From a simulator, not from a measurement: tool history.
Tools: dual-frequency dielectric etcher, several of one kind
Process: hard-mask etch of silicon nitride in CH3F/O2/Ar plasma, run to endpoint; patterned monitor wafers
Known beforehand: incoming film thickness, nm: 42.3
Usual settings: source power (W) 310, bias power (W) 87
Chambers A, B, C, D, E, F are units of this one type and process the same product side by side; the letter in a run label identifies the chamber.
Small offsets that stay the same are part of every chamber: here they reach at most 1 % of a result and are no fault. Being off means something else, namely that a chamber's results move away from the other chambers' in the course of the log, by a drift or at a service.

run   hour  source power (W)  bias power (W)  hours since the last wet clean  hours since the last source power generator calibration  hours since the last bias power generator calibration  endpoint time (s)
       0.5  -- chamber D: wet clean of the chamber
 1F    9.1               310              87                           136.4                                                    791.6                                                 3100.8             62.529
 2D   22.6               310              87                            22.2                                                   5198.6                                                 3738.2             62.434
 3B   33.2               310              87                             336                                                   1778.5                                                 1371.2             62.964
 4E   44.1               310              87                           320.2                                                   1078.5                                                 2543.6             62.704
 5A   53.8               310              87                           377.3                                                   2548.7                                                 2158.5             63.764
 6C   62.6               310              87                           106.8                                                    281.5                                                  813.9             63.055
 7A   72.2               310              87                           395.7                                                   2567.1                                                 2176.9              63.47
 8F   83.2               310              87                           210.5                                                    865.7                                                 3174.9             62.706
 9E   96.3               310              87                           372.4                                                   1130.7                                                 2595.8             63.265
10B  103.9               310              87                           406.7                                                   1849.2                                                 1441.9             63.537
11C    118               310              87                           162.2                                                    336.9                                                  869.3             62.943
12D  132.2               310              87                           131.8                                                   5308.2                                                 3847.8             62.599
13D  138.7               310              87                           138.3                                                   5314.7                                                 3854.3             62.605
14E  148.3               310              87                           424.4                                                   1182.7                                                 2647.8             62.908
15A  154.9               310              87                           478.4                                                   2649.8                                                 2259.6             63.309
16C  164.7               310              87                           208.9                                                    383.6                                                    916             62.949
17B  172.2               310              87                             475                                                   1917.5                                                 1510.2              63.11
18F  184.8               280              87                           312.1                                                    967.3                                                 3276.5             65.214
19D  195.9               280              87                           195.5                                                   5371.9                                                 3911.5             64.853
20F    206               280              87                           333.3                                                    988.5                                                 3297.7             65.333
21C  215.5               280              87                           259.7                                                    434.4                                                  966.8              65.64
22E  224.4               280              87                           500.5                                                   1258.8                                                 2723.9             65.802
23A  231.7               280              87                           555.2                                                   2726.6                                                 2336.4             65.925
     233.6  -- chamber B: wet clean of the chamber
24B  239.9               310             102                             6.4                                                   1985.2                                                 1577.9             59.108
25F  250.3               310             102                           377.6                                                   1032.8                                                   3342              59.08
26D  259.1               310             102                           258.7                                                   5435.1                                                 3974.7             59.274
     264.8  -- chamber D: bias power generator calibrated
27C  265.6               310             102                           309.8                                                    484.5                                                 1016.9             59.447
28E    276               310             102                           552.1                                                   1310.4                                                 2775.5             60.028
29A    289               310             102                           612.5                                                   2783.9                                                 2393.7             59.629
30B    302               310              87                            68.5                                                   2047.3                                                   1640             63.392
     314.6  -- chamber A: wet clean of the chamber
31F  316.1               310              87                           443.4                                                   1098.6                                                 3407.8             62.797
32E  328.3               340              73                           604.4                                                   1362.7                                                 2827.8             65.353
33C  342.4               340              73                           386.6                                                    561.3                                                 1093.7             64.928
34A  352.1               340              73                            37.5                                                     2847                                                 2456.8             65.359
35B  364.9               340              73                           131.4                                                   2110.2                                                 1702.9              65.05
36D  373.9               340              73                           373.5                                                   5549.9                                                  109.1             64.488
     385.2  -- chamber B: source power generator calibrated
37A  387.6               340              73                              73                                                   2882.5                                                 2492.3              65.06
38B  396.3               310              87                           162.8                                                     11.2                                                 1734.3             63.167

The same settings go to every chamber for the next run, one line per chamber below. Forecast the results for each:
39A  406.6               310              87                                                                                                                                                                  ?
39B  406.6               310              87                                                                                                                                                                  ?
39C  406.6               310              87                                                                                                                                                                  ?
39D  406.6               310              87                                                                                                                                                                  ?
39E  406.6               310              87                                                                                                                                                                  ?
39F  406.6               310              87                                                                                                                                                                  ?

run  endpoint time (s)
39A             63.254
39B             63.079
39C             62.829
39D             62.839
39E             63.955
39F             62.942

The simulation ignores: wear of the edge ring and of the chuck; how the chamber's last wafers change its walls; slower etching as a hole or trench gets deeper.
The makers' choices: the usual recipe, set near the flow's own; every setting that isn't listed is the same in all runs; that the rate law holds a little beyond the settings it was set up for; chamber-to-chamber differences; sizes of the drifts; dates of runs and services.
